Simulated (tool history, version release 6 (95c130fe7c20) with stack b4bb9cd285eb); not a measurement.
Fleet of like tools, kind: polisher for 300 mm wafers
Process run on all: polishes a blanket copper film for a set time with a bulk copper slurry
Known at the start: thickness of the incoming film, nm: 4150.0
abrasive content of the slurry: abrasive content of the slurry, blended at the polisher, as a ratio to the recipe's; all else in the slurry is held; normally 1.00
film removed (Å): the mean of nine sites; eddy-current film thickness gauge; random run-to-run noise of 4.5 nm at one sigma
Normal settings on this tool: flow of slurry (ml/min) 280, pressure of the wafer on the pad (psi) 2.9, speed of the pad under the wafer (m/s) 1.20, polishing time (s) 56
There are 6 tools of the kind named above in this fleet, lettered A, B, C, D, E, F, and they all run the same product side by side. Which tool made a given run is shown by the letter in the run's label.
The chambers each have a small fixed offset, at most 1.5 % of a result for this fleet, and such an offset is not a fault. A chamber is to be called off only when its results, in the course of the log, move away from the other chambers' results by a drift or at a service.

| run | hour | flow of slurry (ml/min) | pressure of the wafer on the pad (psi) | speed of the pad under the wafer (m/s) | abrasive content of the slurry | polishing time (s) | film removed (Å) |
|---|---|---|---|---|---|---|---|
| 1F | 12.9 | 280 | 2.9 | 1.20 | 1.00 | 56 | 6277.7 |
|  | 20.5 | chamber B: worn pad replaced by a new one |
|  | 27.7 | chamber E: slurry blender recalibrated |
| 2B | 28.4 | 280 | 2.9 | 1.20 | 1.00 | 56 | 6292.6 |
| 3E | 38.0 | 280 | 2.9 | 1.20 | 1.00 | 56 | 6281.8 |
|  | 38.6 | chamber C: worn pad replaced by a new one |
| 4A | 45.9 | 280 | 2.9 | 1.20 | 1.00 | 56 | 6341.8 |
| 5D | 54.2 | 280 | 2.9 | 1.20 | 1.00 | 56 | 6374.5 |
| 6C | 63.6 | 280 | 2.9 | 1.20 | 1.00 | 56 | 6212.6 |
|  | 66.0 | chamber E: worn pad replaced by a new one |
|  | 73.7 | chamber D: worn pad replaced by a new one |
| 7E | 74.7 | 280 | 2.9 | 1.20 | 1.00 | 56 | 6343.1 |
|  | 79.6 | chamber F: worn pad replaced by a new one |
| 8F | 88.4 | 280 | 2.9 | 1.20 | 1.00 | 56 | 6348.5 |
| 9C | 100.2 | 280 | 2.9 | 1.20 | 0.75 | 70 | 7266.2 |
| 10A | 111.5 | 280 | 2.9 | 1.20 | 0.75 | 70 | 7372.7 |
|  | 112.4 | chamber B: worn pad replaced by a new one |
|  | 117.4 | chamber C: worn pad replaced by a new one |
|  | 118.4 | chamber C: slurry blender recalibrated |
| 11B | 123.2 | 280 | 2.9 | 1.20 | 0.75 | 70 | 7382.2 |
| 12D | 135.9 | 280 | 2.9 | 1.20 | 0.75 | 70 | 7547.3 |
|  | 136.5 | chamber F: slurry blender recalibrated |
|  | 149.2 | chamber A: worn pad replaced by a new one |
|  | 150.1 | chamber A: slurry nozzle cleaned |
| 13E | 151.5 | 280 | 2.9 | 1.20 | 0.75 | 70 | 7340.9 |
|  | 159.3 | chamber B: slurry blender recalibrated |
| 14B | 159.5 | 280 | 2.9 | 1.20 | 0.75 | 70 | 7468.8 |
| 15F | 169.6 | 280 | 2.9 | 1.20 | 1.00 | 56 | 6240.9 |
|  | 171.6 | chamber E: worn pad replaced by a new one |
| 16D | 179.0 | 280 | 2.9 | 1.20 | 1.00 | 56 | 6363.1 |
| 17C | 188.0 | 205 | 2.9 | 1.20 | 1.00 | 56 | 5946.5 |
|  | 193.6 | chamber F: head pressure recalibrated |
| 18A | 201.5 | 205 | 2.9 | 1.20 | 1.00 | 56 | 6099.1 |
|  | 201.7 | chamber C: worn pad replaced by a new one |
|  | 214.2 | chamber C: head pressure recalibrated |
| 19D | 216.7 | 205 | 2.9 | 1.20 | 1.00 | 56 | 6202.5 |
|  | 219.6 | chamber D: worn pad replaced by a new one |
|  | 223.6 | chamber B: worn pad replaced by a new one |
|  | 229.0 | chamber E: slurry blender recalibrated |
| 20F | 231.2 | 205 | 2.9 | 1.20 | 1.00 | 56 | 5967.4 |
| 21A | 238.6 | 205 | 2.9 | 1.20 | 1.00 | 56 | 6116.5 |
|  | 246.9 | chamber F: worn pad replaced by a new one |
| 22B | 249.6 | 205 | 2.9 | 1.20 | 1.00 | 56 | 6049.6 |
|  | 256.7 | chamber D: slurry nozzle cleaned |
| 23E | 258.5 | 280 | 2.9 | 0.86 | 1.00 | 70 | 5627.1 |
|  | 259.4 | chamber A: slurry blender recalibrated |
|  | 269.8 | chamber D: slurry blender recalibrated |
| 24C | 271.0 | 280 | 2.9 | 0.86 | 1.00 | 70 | 5607.6 |
|  | 281.7 | chamber E: worn pad replaced by a new one |
| 25D | 286.7 | 280 | 2.9 | 0.86 | 1.00 | 70 | 5799.7 |
| 26E | 295.1 | 280 | 2.9 | 0.86 | 1.00 | 70 | 5657.8 |
|  | 299.1 | chamber C: worn pad replaced by a new one |
| 27C | 306.0 | 280 | 2.9 | 0.86 | 1.00 | 70 | 5546.7 |
|  | 312.7 | chamber C: slurry blender recalibrated |
| 28B | 316.2 | 280 | 2.9 | 0.86 | 1.00 | 70 | 5569.6 |
| 29F | 324.7 | 280 | 2.9 | 1.20 | 1.00 | 56 | 6102.2 |
|  | 327.0 | chamber B: worn pad replaced by a new one |
|  | 328.7 | chamber B: slurry nozzle cleaned |
|  | 339.6 | chamber A: worn pad replaced by a new one |
| 30A | 340.3 | 280 | 2.9 | 1.20 | 1.00 | 56 | 6347.8 |
|  | 346.3 | chamber D: worn pad replaced by a new one |
| 31A | 347.8 | 280 | 2.9 | 1.20 | 1.00 | 45 | 5100.6 |
| 32D | 357.9 | 280 | 2.9 | 1.20 | 1.00 | 45 | 5110.5 |
| 33E | 367.3 | 280 | 2.9 | 1.20 | 1.00 | 45 | 5084.2 |
| 34C | 379.9 | 280 | 2.9 | 1.20 | 1.00 | 45 | 4968.1 |
|  | 394.3 | chamber E: worn pad replaced by a new one |
| 35B | 394.9 | 280 | 2.9 | 1.20 | 1.00 | 45 | 5002.8 |
|  | 396.5 | chamber A: head pressure recalibrated |
| 36F | 405.3 | 280 | 2.9 | 1.20 | 1.00 | 45 | 4769.0 |
| 37A | 414.0 | 280 | 2.9 | 1.20 | 1.00 | 56 | 6347.2 |
|  | 424.3 | chamber E: slurry blender recalibrated |
| 38E | 429.9 | 280 | 2.9 | 1.20 | 1.00 | 56 | 6368.3 |
| 39D | 444.2 | 280 | 2.9 | 1.20 | 1.00 | 56 | 6322.0 |

Is one chamber off against the others, does the gauge drift, or is nothing wrong? If a chamber is off, say which, and what the likeliest cause is.

One chamber, F, drifts off from the rest bit by bit.
Cause: slurry flow missing at the pad, % = 34.
Not necessarily distinguishable in this log from: head's pressure below its setpoint, %; abrasive missing from the slurry, %.

Here are 4 candidates for chamber F's next run, each the usual settings with a change, their results left as question marks. Which one brings its results back in line with what the others give on the usual settings?
In line here means within this much of the mean the other chambers give on the usual settings: film removed (Å) 160.0
| 40F-1 | 455.6 | 280 | 3.0 | 1.20 | 1.00 | 57 | ? |
| 40F-2 | 455.6 | 280 | 2.9 | 1.20 | 0.75 | 56 | ? |
| 40F-3 | 455.6 | 280 | 2.9 | 1.20 | 1.00 | 50 | ? |
| 40F-4 | 455.6 | 280 | 3.0 | 1.24 | 1.00 | 58 | ? |

Average result of the remaining chambers running the usual settings: film removed (Å) 6275.7
| run | film removed (Å) |
|---|---|
| 40F-1 | 6264.6 |
| 40F-2 | 5591.4 |
| 40F-3 | 5309.4 |
| 40F-4 | 6583.8 |
40F-1 puts the chamber back in line with the other chambers.
